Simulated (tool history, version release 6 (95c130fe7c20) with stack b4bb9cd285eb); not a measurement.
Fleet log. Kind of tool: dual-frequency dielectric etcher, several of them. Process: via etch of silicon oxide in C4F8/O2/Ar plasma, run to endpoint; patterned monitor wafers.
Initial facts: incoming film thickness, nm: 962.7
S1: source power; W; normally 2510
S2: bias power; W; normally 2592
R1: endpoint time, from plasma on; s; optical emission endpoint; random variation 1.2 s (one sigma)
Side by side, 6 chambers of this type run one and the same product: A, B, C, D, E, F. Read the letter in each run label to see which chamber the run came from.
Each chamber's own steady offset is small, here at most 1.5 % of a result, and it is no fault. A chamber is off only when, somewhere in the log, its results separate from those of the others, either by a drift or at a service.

run   hour    S1    S2      R1
 1D    7.3  2510  2592  160.11
 2A   14.5  2510  2592  161.85
      18.7  -- chamber C: source power generator calibrated
 3B   20.5  2510  2592  161.30
      25.6  -- chamber D: source power generator calibrated
      31.1  -- chamber D: wet clean of the chamber
 4F   31.2  2510  2592  159.74
 5C   44.4  2510  2592  159.23
 6E   57.5  2510  2592  161.45
 7A   70.8  2510  2592  159.90
 8C   84.2  2510  2592  161.47
 9E   94.9  2510  2592  161.18
10F  105.9  2510  2592  157.44
11B  115.6  2510  2592  160.61
12D  123.7  2510  2592  161.47
     132.1  -- chamber B: wet clean of the chamber
13A  134.2  2510  2592  158.22
14E  146.7  2510  2592  160.25
15F  159.0  2510  3053  152.23
16C  172.4  2510  3053  153.86
     179.1  -- chamber A: wet clean of the chamber
17B  180.8  2510  3053  151.12
18D  194.2  2510  3053  152.42
19C  204.5  2510  3053  153.97
     212.9  -- chamber E: wet clean of the chamber
20D  215.0  2510  3053  152.28
21B  227.9  2510  2592  159.76
22E  237.4  2510  2592  161.07
23A  249.6  2510  2592  160.98
24F  257.8  2510  2592  159.70
25B  269.3  2510  2592  162.80
26A  279.9  2510  2592  162.64
27C  285.8  2510  2592  160.54
28E  298.1  2510  2592  159.93
29F  311.1  2510  2592  160.08
30D  323.6  2510  2592  160.07
31A  330.2  2510  2592  159.83
32C  343.7  2510  2592  160.05
     346.7  -- chamber E: bias power generator calibrated
33F  352.9  2510  2592  159.05
34D  364.1  2510  2592  160.88
35E  374.4  2510  2592  161.09
     374.5  -- chamber D: bias power generator calibrated
     374.5  -- chamber C: wet clean of the chamber
36B  386.0  2510  2592  161.58
37A  398.1  2510  2592  162.86
38D  405.6  2510  2592  161.17
39B  414.3  2510  2592  160.22
40C  423.9  2510  2592  160.51

Does one chamber stand apart from the rest, does the shared gauge drift, or is all well apart from small per-chamber offsets? Give the chamber and the most likely cause, where there is one.

Beyond each chamber's small constant offset nothing stands out, and the gauge stays steady.
